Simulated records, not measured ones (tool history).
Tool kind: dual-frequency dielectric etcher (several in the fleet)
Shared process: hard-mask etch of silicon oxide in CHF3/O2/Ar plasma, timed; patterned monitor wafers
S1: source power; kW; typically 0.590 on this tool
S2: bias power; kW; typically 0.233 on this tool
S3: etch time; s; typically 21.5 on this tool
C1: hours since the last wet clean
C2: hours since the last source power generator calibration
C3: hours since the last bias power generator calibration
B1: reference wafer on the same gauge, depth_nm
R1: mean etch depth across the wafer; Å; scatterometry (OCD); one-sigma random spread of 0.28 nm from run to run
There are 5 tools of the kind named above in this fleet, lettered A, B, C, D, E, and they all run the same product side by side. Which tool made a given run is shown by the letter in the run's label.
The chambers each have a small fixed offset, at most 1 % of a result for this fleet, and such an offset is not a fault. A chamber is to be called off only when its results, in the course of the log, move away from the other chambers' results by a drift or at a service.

run	hour	S1	S2	S3	C1	C2	C3	B1	R1
1C	6.7	0.590	0.233	21.5	89.4	798.7	2425.1	52.164	460.62
2A	18.6	0.590	0.233	21.5	59.8	2287.6	392.6	52.189	461.66
3B	27.3	0.590	0.233	21.5	207.9	1109.8	1119.8	52.184	467.65
4D	39.8	0.590	0.233	21.5	205.9	2160.9	428.0	52.149	453.31
5E	51.9	0.590	0.233	21.5	232.0	1297.5	2378.6	52.127	458.35
6C	62.8	0.480	0.210	21.5	145.5	854.8	2481.2	52.146	412.03
7B	74.2	0.480	0.210	21.5	254.8	1156.7	1166.7	52.205	413.63
8A	82.2	0.480	0.210	21.5	123.4	2351.2	456.2	52.193	408.51
9D	90.6	0.480	0.210	21.5	256.7	2211.7	478.8	52.229	406.66
10E	102.6	0.480	0.210	21.5	282.7	1348.2	2429.3	52.157	414.99
11A	114.6	0.590	0.233	21.5	155.8	2383.6	488.6	52.204	458.28
12B	122.9	0.590	0.233	21.5	303.5	1205.4	1215.4	52.155	470.21
13E	129.5	0.590	0.233	21.5	309.6	1375.1	2456.2	52.321	461.22
14D	140.5	0.590	0.233	21.5	306.6	2261.6	528.7	52.245	461.56
15C	146.7	0.590	0.233	21.5	229.4	938.7	2565.1	52.201	460.82
16E	157.7	0.590	0.233	21.5	337.8	1403.3	2484.4	52.185	454.55
17D	166.0	0.590	0.233	21.5	332.1	2287.1	554.2	52.275	458.16
18A	172.0	0.530	0.233	21.5	213.2	2441.0	546.0	52.229	437.65
19C	180.3	0.530	0.233	21.5	263.0	972.3	2598.7	52.233	447.95
20B	191.3	0.530	0.233	21.5	371.9	1273.8	1283.8	52.189	449.01
21B	203.3	0.530	0.233	21.5	383.9	1285.8	1295.8	52.222	446.08
22C	212.5	0.530	0.233	21.5	295.2	1004.5	2630.9	52.165	441.01
23E	224.1	0.590	0.233	21.5	404.2	1469.7	2550.8	52.236	456.72
24D	232.3	0.630	0.233	25.0	398.4	2353.4	620.5	52.259	545.76
25A	239.1	0.630	0.233	25.0	280.3	2508.1	613.1	52.166	543.73
# hour 246.7: chamber D: wet clean of the chamber
26D	247.9	0.630	0.233	25.0	1.3	2369.0	636.1	52.187	542.61
27C	257.1	0.630	0.233	25.0	339.8	1049.1	2675.5	52.172	550.41
28E	266.1	0.630	0.233	25.0	446.2	1511.7	2592.8	52.173	536.80
29A	278.0	0.590	0.233	21.5	319.2	2547.0	652.0	52.223	462.48
30B	284.8	0.590	0.233	21.5	465.4	1367.3	1377.3	52.308	468.29
31C	290.8	0.590	0.233	21.5	373.5	1082.8	2709.2	52.110	462.51
32B	301.1	0.590	0.233	21.5	481.7	1383.6	1393.6	52.155	464.16
33D	308.1	0.590	0.233	21.5	61.5	2429.2	696.3	52.250	455.34
34A	316.6	0.590	0.233	21.5	357.8	2585.6	690.6	52.189	460.84
35E	327.4	0.590	0.233	21.5	507.5	1573.0	2654.1	52.193	446.07
36D	335.8	0.590	0.233	21.5	89.2	2456.9	724.0	52.160	462.05
37E	341.3	0.590	0.233	24.5	521.4	1586.9	2668.0	52.202	510.05

Each of the 5 chambers runs these same settings next. Fill in every chamber's results:
38A	350.4	0.590	0.233	21.5					?
38B	350.4	0.590	0.233	21.5					?
38C	350.4	0.590	0.233	21.5					?
38D	350.4	0.590	0.233	21.5					?
38E	350.4	0.590	0.233	21.5					?

run	R1
38A	464.67
38B	463.45
38C	463.65
38D	458.41
38E	445.59
